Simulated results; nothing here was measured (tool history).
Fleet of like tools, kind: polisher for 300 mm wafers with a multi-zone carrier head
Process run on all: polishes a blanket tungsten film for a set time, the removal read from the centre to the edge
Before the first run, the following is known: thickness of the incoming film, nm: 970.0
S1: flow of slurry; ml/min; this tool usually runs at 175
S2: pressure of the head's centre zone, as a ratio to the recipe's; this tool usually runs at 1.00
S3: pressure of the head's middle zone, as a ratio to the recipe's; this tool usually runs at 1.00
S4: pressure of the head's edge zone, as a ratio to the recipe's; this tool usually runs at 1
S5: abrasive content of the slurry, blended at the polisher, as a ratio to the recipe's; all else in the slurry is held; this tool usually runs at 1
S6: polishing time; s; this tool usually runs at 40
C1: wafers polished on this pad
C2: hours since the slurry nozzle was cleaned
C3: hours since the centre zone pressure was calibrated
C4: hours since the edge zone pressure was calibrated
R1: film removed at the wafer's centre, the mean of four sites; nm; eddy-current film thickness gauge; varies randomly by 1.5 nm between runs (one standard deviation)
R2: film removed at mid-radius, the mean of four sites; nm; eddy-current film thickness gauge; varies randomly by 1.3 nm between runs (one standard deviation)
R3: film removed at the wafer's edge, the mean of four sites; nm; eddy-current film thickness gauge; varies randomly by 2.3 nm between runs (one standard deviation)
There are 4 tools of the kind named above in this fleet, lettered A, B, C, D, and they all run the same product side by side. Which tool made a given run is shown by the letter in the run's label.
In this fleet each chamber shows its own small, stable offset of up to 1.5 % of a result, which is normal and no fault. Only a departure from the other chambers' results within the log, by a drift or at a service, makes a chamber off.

run,hour,S1,S2,S3,S4,S5,S6,C1,C2,C3,C4,R1,R2,R3
1C,3.0,175,1.00,1.00,1,1,40,263,472.7,81.2,475.4,219.07,220.09,220.78
2A,7.3,175,1.00,1.00,1,1,40,280,157.6,113.8,168.4,221.13,218.81,222.07
3D,10.3,175,1.00,1.00,1,1,40,452,335.5,1022.7,159.2,218.71,217.48,216.88
4B,15.5,175,1.00,1.00,1,1,40,741,233.1,205.0,564.8,218.27,223.35,227.14
# hour 17.8: chamber D: worn pad replaced by a new one
5B,21.9,175,1.00,1.00,1,1,40,790,239.5,211.4,571.2,221.28,222.12,222.92
6D,25.6,175,1.00,1.00,1,1,40,60,350.8,1038.0,174.5,219.48,218.29,219.86
7C,31.5,175,1.00,1.00,1,1,40,481,501.2,109.7,503.9,222.83,223.04,218.85
8A,37.5,175,1.00,1.00,1,1,40,511,187.8,144.0,198.6,222.96,220.73,222.26
9A,42.2,175,1.00,1.00,1,1,40,547,192.5,148.7,203.3,222.82,220.58,220.72
# hour 43.2: chamber C: slurry nozzle cleaned
10D,47.9,175,1.00,1.00,1,1,40,231,373.1,1060.3,196.8,220.80,217.34,216.74
# hour 53.5: chamber B: worn pad replaced by a new one
11B,53.6,175,1.00,1.00,1,1,40,1,271.2,243.1,602.9,221.16,221.28,225.91
12C,60.3,175,1.00,1.00,1,1,40,702,17.2,138.5,532.7,218.80,220.56,224.48
13D,65.8,115,1.00,1.00,1,1,40,368,391.0,1078.2,214.7,199.93,197.67,204.67
14A,69.4,115,1.00,1.00,1,1,40,755,219.7,175.9,230.5,202.68,200.88,205.04
15C,73.4,115,1.00,1.00,1,1,40,802,30.3,151.6,545.8,200.68,203.35,211.83
16B,78.7,115,1.00,1.00,1,1,40,193,296.3,268.2,628.0,200.49,203.23,211.02
17C,83.7,140,1.05,1.00,1,1,40,881,40.6,161.9,556.1,223.22,214.87,212.97
# hour 86.3: chamber C: worn pad replaced by a new one
18A,87.2,140,1.05,1.00,1,1,40,892,237.5,193.7,248.3,218.58,208.35,207.32
19B,93.2,140,1.05,1.00,1,1,40,304,310.8,282.7,642.5,222.51,211.88,215.10
# hour 94.6: chamber D: worn pad replaced by a new one
20D,98.5,140,1.05,1.00,1,1,40,30,423.7,1110.9,247.4,221.04,209.42,212.62
21D,104.0,175,1.00,1.00,1,1,40,72,429.2,1116.4,252.9,220.83,218.97,218.95
# hour 107.4: chamber D: centre zone pressure recalibrated
22A,109.2,175,1.00,1.00,1,1,40,1060,259.5,215.7,270.3,212.74,212.52,212.74
23B,113.0,175,1.00,1.00,1,1,40,456,330.6,302.5,662.3,222.29,222.31,223.95
24C,117.7,175,1.00,1.08,1,1,40,240,74.6,195.9,590.1,220.83,239.44,221.48
25D,120.8,175,1.00,1.08,1,1,40,201,446.0,13.5,269.7,222.21,232.85,220.44
26B,124.6,175,1.00,1.08,1,1,40,545,342.2,314.1,673.9,217.99,236.89,223.49
27C,130.9,175,1.00,1.08,1,1,40,342,87.8,209.1,603.3,217.95,237.23,225.80
28A,136.0,175,1.00,1.00,1,1,40,1266,286.3,242.5,297.1,210.45,207.61,206.86
29C,140.9,175,1.00,1.00,1,1,40,418,97.8,219.1,613.3,221.31,223.05,221.91
30B,144.7,175,1.00,1.00,1,1,40,699,362.3,334.2,694.0,219.42,225.30,221.98
31A,149.6,175,1.00,1.00,1,1,40,1370,299.9,256.1,310.7,203.88,205.89,201.99
32D,153.5,175,1.00,1.00,1,1,40,452,478.7,46.2,302.4,220.72,217.38,219.03

One chamber off, gauge drift, or nothing amiss beyond the chambers' own small offsets? If it is a chamber, which one, and what is the likeliest cause?

One chamber, A, drifts off from the rest bit by bit.
Most likely cause: removal rate lost through wear of the pad, % = 8.21.
Not necessarily distinguishable in this log from: slurry flow missing at the pad, %.

Here are 4 candidates for chamber A's next run, each the usual settings with a change, their results left as question marks. Which one brings its results back in line with what the others give on the usual settings?
Maximum distance from the other chambers' mean on the usual settings for a result to count as in line: R1 5.10 nm; R2 4.70 nm; R3 8.20 nm
33A-1,158.5,175,1.00,1.00,1.01,1,43,,,,,?,?,?
33A-2,158.5,175,1.00,1.00,1.00,1,39,,,,,?,?,?
33A-3,158.5,175,1.00,1.00,1.00,1,41,,,,,?,?,?
33A-4,158.5,175,1.01,1.00,0.99,1,37,,,,,?,?,?

Mean of the other chambers on the usual settings: R1 219.93 nm; R2 219.96 nm; R3 220.98 nm
run,R1,R2,R3
33A-1,218.26,217.56,218.27
33A-2,197.96,197.32,196.94
33A-3,208.11,207.44,207.04
33A-4,189.83,187.19,185.86
The right change is 33A-1: it brings the chamber back within the allowed miss of the others.
